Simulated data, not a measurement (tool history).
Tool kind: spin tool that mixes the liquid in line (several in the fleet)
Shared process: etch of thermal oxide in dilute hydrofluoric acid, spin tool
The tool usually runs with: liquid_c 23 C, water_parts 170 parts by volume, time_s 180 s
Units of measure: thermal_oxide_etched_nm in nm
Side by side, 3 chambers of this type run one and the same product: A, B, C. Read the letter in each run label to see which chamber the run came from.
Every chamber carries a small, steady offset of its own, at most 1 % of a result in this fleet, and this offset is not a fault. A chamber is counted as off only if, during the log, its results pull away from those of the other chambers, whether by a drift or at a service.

run,hour,liquid_c,water_parts,time_s,"read-back film thickness of the thermal oxide reference wafer, read on the same gauge (nm)",thermal_oxide_etched_nm
1A,3.6,23,170,180,100.02,4.7503
2B,8.3,23,170,180,100,4.7039
3C,12,23,170,180,100.01,4.6673
4A,18.3,23,170,180,100,4.6909
5B,25,23,170,180,99.991,4.7524
6C,31.9,23,170,180,100,4.7566
7A,38.6,23,170,180,100,4.7583
8C,42.7,23,170,180,99.996,4.7282
9B,49.1,23,170,180,99.994,4.7397
10C,56,23,170,180,100,4.6675
11A,62.4,23,170,180,100.02,4.6648
# hour 65.5: chamber C: hydrofluoric acid flow meter replaced
12B,69,23,170,180,100,4.6975
13C,73.5,23,170,180,100,4.615
14A,77.7,23,170,180,100.01,4.6333
15B,81,26.5,255,180,99.987,3.2938
16C,87.3,26.5,255,180,100.01,3.2081
17A,90.9,26.5,255,180,100.01,3.2694
18B,96.2,23,170,180,99.995,4.7957
19C,102.7,23,170,180,99.991,4.693
20B,109.7,23,170,180,99.988,4.7603
21A,113.4,23,170,180,100,4.6581
22A,120,23,170,180,100.01,4.6961
23C,126.6,23,170,180,99.993,4.701
24B,132.4,23,170,180,99.998,4.8432
25A,137.2,23,170,180,99.997,4.6774
26C,141.3,23,170,180,99.993,4.6556
27B,146.3,23,170,180,100,4.9153
28C,149.8,20,170,180,99.983,4.1938
29A,153.6,20,170,180,99.995,4.1172
30B,157,20,170,180,99.999,4.2796
31C,161.2,23,170,180,99.993,4.7714
32A,167.6,23,170,180,100.01,4.6853
33B,174.7,23,170,180,100.01,4.9383
34C,179.9,23,170,180,99.997,4.6255
35A,185.4,23,170,180,99.994,4.6241
36B,190.8,23,170,180,100,4.8988
37A,197,23,170,180,100,4.6552
38B,201.8,23,85,180,100.02,10.97

Is one chamber off against the others, does the gauge drift, or is nothing wrong? If a chamber is off, say which, and what the likeliest cause is.

Chamber B drifts away from the others.
Likeliest cause: hydrofluoric acid flow above the setpoint (%) = 4.4.
The log may not separate it from: liquid hotter than its thermometer reads (K).

Here are 4 candidates for chamber B's next run, each the usual settings with a change, their results left as question marks. Which one brings its results back in line with what the others give on the usual settings?
Maximum distance from the other chambers' mean on the usual settings for a result to count as in line: thermal_oxide_etched_nm 0.14 nm
39B-1,207,23,160,180,,?
39B-2,207,23,180,170,,?
39B-3,207,23,170,170,,?
39B-4,207,23,160,190,,?

Average result of the remaining chambers running the usual settings: thermal_oxide_etched_nm 4.6949 nm
run,thermal_oxide_etched_nm
39B-1,5.3911
39B-2,4.4331
39B-3,4.7423
39B-4,5.6906
The right change is 39B-3: it brings the chamber back within the allowed miss of the others.

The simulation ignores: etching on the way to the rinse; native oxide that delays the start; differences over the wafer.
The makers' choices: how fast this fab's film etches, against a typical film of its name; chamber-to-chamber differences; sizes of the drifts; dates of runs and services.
